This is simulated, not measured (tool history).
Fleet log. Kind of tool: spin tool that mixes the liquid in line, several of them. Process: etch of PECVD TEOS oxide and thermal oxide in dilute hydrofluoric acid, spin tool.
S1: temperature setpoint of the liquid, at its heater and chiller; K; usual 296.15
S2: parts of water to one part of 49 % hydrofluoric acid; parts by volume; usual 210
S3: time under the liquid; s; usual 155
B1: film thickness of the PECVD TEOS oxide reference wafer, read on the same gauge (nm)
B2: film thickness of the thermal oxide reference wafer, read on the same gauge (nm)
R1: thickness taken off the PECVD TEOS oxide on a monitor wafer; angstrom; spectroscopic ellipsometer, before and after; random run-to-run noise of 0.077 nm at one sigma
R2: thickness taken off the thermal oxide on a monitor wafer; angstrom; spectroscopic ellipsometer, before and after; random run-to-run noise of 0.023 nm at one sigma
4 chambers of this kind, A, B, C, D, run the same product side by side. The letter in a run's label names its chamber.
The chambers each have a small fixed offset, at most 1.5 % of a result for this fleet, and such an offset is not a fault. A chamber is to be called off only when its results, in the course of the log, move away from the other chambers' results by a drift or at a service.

run,hour,S1,S2,S3,B1,B2,R1,R2
1D,7.7,296.15,210,155,139.97,90.003,154.24,30.271
2B,16.6,296.15,210,155,140.02,89.983,157.35,30.256
3A,29.3,296.15,210,155,140.02,90.005,155.92,29.994
4C,39.9,296.15,210,155,139.99,89.991,153.50,30.373
5A,51.9,296.15,210,155,139.96,90.000,155.30,30.489
6B,63.0,296.15,295,155,140.00,89.979,102.05,19.670
7D,69.0,296.15,295,155,140.01,89.981,101.23,19.916
8C,80.1,296.15,295,155,140.01,89.983,100.57,19.847
# hour 80.7: chamber C: hydrofluoric acid flow meter replaced
9D,89.5,296.15,295,155,139.99,89.973,103.21,19.930
10A,96.5,296.15,210,155,140.00,89.994,156.03,30.041
11C,103.0,296.15,210,155,140.02,90.006,154.10,30.255
12B,109.6,292.15,210,215,139.96,89.978,186.32,36.015
13B,120.7,292.15,210,215,139.97,89.991,184.54,36.377
14C,126.7,292.15,210,215,140.01,90.000,182.14,36.354
15D,136.2,292.15,210,215,140.00,89.980,186.75,35.906
16A,142.7,296.15,210,155,140.02,90.002,155.40,30.370
17C,153.4,296.15,210,155,140.03,89.988,153.04,30.691
18A,159.1,296.15,210,155,139.98,89.996,154.54,29.982
19B,171.4,296.15,210,155,140.00,90.030,156.50,30.371
20D,178.6,296.15,210,155,140.00,89.978,154.86,29.859
21D,186.7,296.15,210,120,140.03,90.016,120.86,23.455
22B,195.3,296.15,210,120,140.03,90.005,121.77,23.186
23C,205.1,296.15,210,120,140.03,89.977,118.52,23.795
24A,211.0,296.15,210,120,140.03,90.002,120.18,23.377
25A,221.0,296.15,210,155,140.00,89.986,155.96,29.980
26D,232.0,296.15,210,155,139.98,90.009,154.39,30.159
# hour 234.4: chamber D: thermometer replaced
27C,244.0,301.15,210,210,140.02,89.993,250.37,48.856
28B,252.7,301.15,210,210,139.99,89.997,253.54,48.582
29D,260.0,301.15,210,210,139.96,90.002,250.01,48.709
30B,268.3,301.15,210,210,139.99,89.999,253.00,48.991
31C,273.8,298.15,210,155,140.01,89.997,163.73,33.084
32A,280.4,298.15,210,155,140.05,89.989,168.68,32.471
33B,289.5,298.15,210,155,140.01,89.981,169.34,32.569
34D,297.3,298.15,210,155,139.96,90.020,167.03,32.682
35A,302.9,296.15,210,155,140.00,90.011,154.75,30.137
36C,311.4,296.15,210,155,139.96,90.006,153.77,30.494
# hour 315.8: chamber B: thermometer replaced
37D,319.3,296.15,210,155,140.01,89.995,156.25,30.628
38B,327.3,296.15,210,155,140.00,90.001,154.90,30.484
39A,334.2,296.15,210,155,140.03,89.991,154.81,30.226
40C,344.1,296.15,210,155,140.01,89.997,153.51,30.378
41B,350.1,296.15,210,155,140.02,90.010,156.71,29.991
42C,361.3,294.15,170,155,139.98,90.006,182.62,36.363

Predict what each chamber gives when all 4 of them run the settings below next.
43A,370.4,296.15,210,155,,,?,?
43B,370.4,296.15,210,155,,,?,?
43C,370.4,296.15,210,155,,,?,?
43D,370.4,296.15,210,155,,,?,?

run,R1,R2
43A,154.75,30.388
43B,156.57,30.413
43C,153.60,30.581
43D,155.23,30.355
